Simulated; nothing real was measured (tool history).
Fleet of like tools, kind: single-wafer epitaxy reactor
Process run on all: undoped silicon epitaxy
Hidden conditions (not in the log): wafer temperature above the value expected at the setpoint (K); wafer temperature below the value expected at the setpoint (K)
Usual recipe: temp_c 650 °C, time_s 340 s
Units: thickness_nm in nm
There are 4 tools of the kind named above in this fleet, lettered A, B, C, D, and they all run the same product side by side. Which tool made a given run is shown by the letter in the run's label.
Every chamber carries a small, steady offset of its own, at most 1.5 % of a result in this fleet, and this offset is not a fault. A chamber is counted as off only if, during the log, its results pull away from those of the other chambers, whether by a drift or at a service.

run	hour	temp_c	time_s	hours since the last pyrometer calibration	read-back reference wafer on the same gauge, thickness_nm	thickness_nm
1A	10.0	650	340	2163.4	49.006	57.107
2B	19.1	650	340	1805.5	49.022	57.245
3D	31.4	650	340	264.3	49.075	56.376
4C	39.8	650	340	101.1	48.956	56.534
5B	46.1	650	340	1832.5	49.009	57.629
6A	55.3	650	340	2208.7	49.021	57.036
7D	67.8	650	340	300.7	48.953	56.265
8C	80.4	645	361	141.7	48.965	53.727
9A	93.3	645	361	2246.7	49.027	54.247
10B	106.9	645	361	1893.3	49.035	54.464
11C	119.6	645	361	180.9	48.988	54.161
12D	126.1	650	340	359.0	48.990	56.532
13B	139.3	650	340	1925.7	49.001	57.515
14A	146.1	650	340	2299.5	49.018	57.026
15C	153.2	650	340	214.5	48.970	56.627
16D	163.8	650	340	396.7	48.988	55.864
17A	176.0	650	340	2329.4	49.028	57.103
# hour 182.0: chamber A: pyrometer calibrated
18D	188.7	650	340	421.6	49.009	56.689
19C	200.9	650	340	262.2	49.002	56.946
20B	207.7	650	340	1994.1	48.992	57.043
21C	215.1	650	340	276.4	49.019	56.651
22D	228.5	650	340	461.4	49.011	56.144
23B	241.1	650	393	2027.5	49.018	66.310
24A	254.3	650	393	72.3	49.052	70.003
25D	263.8	650	393	496.7	49.050	65.026
26A	274.1	650	393	92.1	49.015	69.433
27C	282.4	650	340	343.7	49.042	56.650
28B	294.3	650	340	2080.7	48.991	56.986
29B	304.4	650	340	2090.8	48.989	57.277
30A	312.4	650	340	130.4	49.017	59.871
31D	324.8	650	340	557.7	49.019	56.673
32C	335.7	650	340	397.0	49.074	56.480
33D	341.7	650	340	574.6	49.018	56.539
34C	348.0	650	340	409.3	49.009	56.511
35A	354.9	650	340	172.9	48.944	60.210
36B	366.3	650	340	2152.7	49.020	57.205
37C	375.4	650	340	436.7	49.030	56.682
38A	383.3	650	340	201.3	48.930	60.168
39B	393.0	654	403	2179.4	49.035	73.891
40D	401.9	654	403	634.8	48.953	73.278

All 4 chambers run these settings next. Forecast each chamber's results:
41A	411.8	650	340			?
41B	411.8	650	340			?
41C	411.8	650	340			?
41D	411.8	650	340			?

run	thickness_nm
41A	60.331
41B	57.112
41C	56.730
41D	56.346
